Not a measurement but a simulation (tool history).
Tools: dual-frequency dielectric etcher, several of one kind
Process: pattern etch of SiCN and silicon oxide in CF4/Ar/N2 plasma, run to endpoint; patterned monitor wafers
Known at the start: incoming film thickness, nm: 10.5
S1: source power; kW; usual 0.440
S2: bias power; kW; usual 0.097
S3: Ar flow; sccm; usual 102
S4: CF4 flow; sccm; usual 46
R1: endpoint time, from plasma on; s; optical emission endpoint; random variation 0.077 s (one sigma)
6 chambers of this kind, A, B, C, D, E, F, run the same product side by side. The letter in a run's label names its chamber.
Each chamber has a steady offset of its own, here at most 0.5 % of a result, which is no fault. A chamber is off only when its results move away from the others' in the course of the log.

{"run": "1A", "hour": 8.4, "S1": 0.44, "S2": 0.097, "S3": 102, "S4": 46, "R1": 11.887}
{"run": "2C", "hour": 16.1, "S1": 0.44, "S2": 0.097, "S3": 102, "S4": 46, "R1": 11.969}
{"run": "3D", "hour": 23.8, "S1": 0.44, "S2": 0.097, "S3": 102, "S4": 46, "R1": 11.97}
{"hour": 28.6, "done": "chamber B: wet clean of the chamber"}
{"run": "4E", "hour": 33.3, "S1": 0.44, "S2": 0.097, "S3": 102, "S4": 46, "R1": 11.933}
{"run": "5F", "hour": 43.4, "S1": 0.44, "S2": 0.097, "S3": 102, "S4": 46, "R1": 12.065}
{"run": "6B", "hour": 49.2, "S1": 0.44, "S2": 0.097, "S3": 102, "S4": 46, "R1": 12.028}
{"run": "7F", "hour": 56.7, "S1": 0.44, "S2": 0.097, "S3": 102, "S4": 46, "R1": 12.015}
{"hour": 67.9, "done": "chamber B: Ar flow controller replaced"}
{"run": "8C", "hour": 68.3, "S1": 0.44, "S2": 0.097, "S3": 102, "S4": 46, "R1": 11.981}
{"run": "9E", "hour": 77.2, "S1": 0.44, "S2": 0.097, "S3": 102, "S4": 46, "R1": 11.949}
{"run": "10D", "hour": 89.2, "S1": 0.44, "S2": 0.097, "S3": 102, "S4": 46, "R1": 11.92}
{"hour": 89.6, "done": "chamber A: wet clean of the chamber"}
{"run": "11A", "hour": 99.4, "S1": 0.44, "S2": 0.097, "S3": 102, "S4": 46, "R1": 11.882}
{"run": "12B", "hour": 110.9, "S1": 0.44, "S2": 0.097, "S3": 102, "S4": 46, "R1": 11.876}
{"hour": 118.4, "done": "chamber E: wet clean of the chamber"}
{"run": "13F", "hour": 122.1, "S1": 0.44, "S2": 0.097, "S3": 102, "S4": 46, "R1": 12.098}
{"run": "14E", "hour": 130.4, "S1": 0.44, "S2": 0.08, "S3": 102, "S4": 41, "R1": 13.878}
{"hour": 136.0, "done": "chamber D: Ar flow controller replaced"}
{"run": "15B", "hour": 138.2, "S1": 0.44, "S2": 0.08, "S3": 102, "S4": 41, "R1": 13.103}
{"run": "16D", "hour": 145.0, "S1": 0.44, "S2": 0.08, "S3": 102, "S4": 41, "R1": 12.989}
{"run": "17C", "hour": 158.1, "S1": 0.44, "S2": 0.08, "S3": 102, "S4": 41, "R1": 12.979}
{"hour": 166.2, "done": "chamber F: wet clean of the chamber"}
{"run": "18A", "hour": 166.9, "S1": 0.44, "S2": 0.08, "S3": 102, "S4": 41, "R1": 12.921}
{"run": "19E", "hour": 175.6, "S1": 0.44, "S2": 0.08, "S3": 102, "S4": 41, "R1": 13.776}
{"run": "20A", "hour": 186.7, "S1": 0.44, "S2": 0.097, "S3": 90, "S4": 36, "R1": 12.17}
{"run": "21D", "hour": 192.6, "S1": 0.44, "S2": 0.097, "S3": 90, "S4": 36, "R1": 12.271}
{"run": "22B", "hour": 203.8, "S1": 0.44, "S2": 0.097, "S3": 90, "S4": 36, "R1": 12.273}
{"hour": 208.7, "done": "chamber B: bias power generator calibrated"}
{"run": "23F", "hour": 214.4, "S1": 0.44, "S2": 0.097, "S3": 90, "S4": 36, "R1": 12.225}
{"run": "24C", "hour": 225.6, "S1": 0.44, "S2": 0.097, "S3": 90, "S4": 36, "R1": 12.235}
{"run": "25C", "hour": 234.2, "S1": 0.44, "S2": 0.097, "S3": 90, "S4": 36, "R1": 12.085}
{"run": "26E", "hour": 246.4, "S1": 0.44, "S2": 0.097, "S3": 87, "S4": 46, "R1": 12.167}
{"run": "27F", "hour": 255.6, "S1": 0.44, "S2": 0.097, "S3": 87, "S4": 46, "R1": 11.733}
{"run": "28D", "hour": 262.6, "S1": 0.44, "S2": 0.097, "S3": 87, "S4": 46, "R1": 11.666}
{"run": "29A", "hour": 271.1, "S1": 0.44, "S2": 0.097, "S3": 87, "S4": 46, "R1": 11.705}
{"run": "30B", "hour": 278.7, "S1": 0.44, "S2": 0.097, "S3": 87, "S4": 46, "R1": 11.755}
{"run": "31B", "hour": 287.5, "S1": 0.44, "S2": 0.097, "S3": 87, "S4": 46, "R1": 11.772}
{"run": "32D", "hour": 299.0, "S1": 0.44, "S2": 0.097, "S3": 119, "S4": 57, "R1": 11.93}
{"run": "33F", "hour": 311.4, "S1": 0.44, "S2": 0.097, "S3": 119, "S4": 57, "R1": 11.915}
{"run": "34E", "hour": 317.7, "S1": 0.44, "S2": 0.097, "S3": 119, "S4": 57, "R1": 12.374}
{"run": "35C", "hour": 323.9, "S1": 0.44, "S2": 0.097, "S3": 119, "S4": 57, "R1": 11.774}
{"run": "36A", "hour": 330.5, "S1": 0.44, "S2": 0.097, "S3": 119, "S4": 57, "R1": 11.881}
{"run": "37A", "hour": 336.6, "S1": 0.44, "S2": 0.097, "S3": 119, "S4": 57, "R1": 11.887}

Next, every chamber runs the same settings. What will each give?
{"run": "38A", "hour": 346.2, "S1": 0.54, "S2": 0.097, "S3": 102, "S4": 46, "R1": "?"}
{"run": "38B", "hour": 346.2, "S1": 0.54, "S2": 0.097, "S3": 102, "S4": 46, "R1": "?"}
{"run": "38C", "hour": 346.2, "S1": 0.54, "S2": 0.097, "S3": 102, "S4": 46, "R1": "?"}
{"run": "38D", "hour": 346.2, "S1": 0.54, "S2": 0.097, "S3": 102, "S4": 46, "R1": "?"}
{"run": "38E", "hour": 346.2, "S1": 0.54, "S2": 0.097, "S3": 102, "S4": 46, "R1": "?"}
{"run": "38F", "hour": 346.2, "S1": 0.54, "S2": 0.097, "S3": 102, "S4": 46, "R1": "?"}

run=38A R1=10.0630
run=38B R1=10.0650
run=38C R1=9.9779
run=38D R1=9.9296
run=38E R1=10.5560
run=38F R1=9.9853
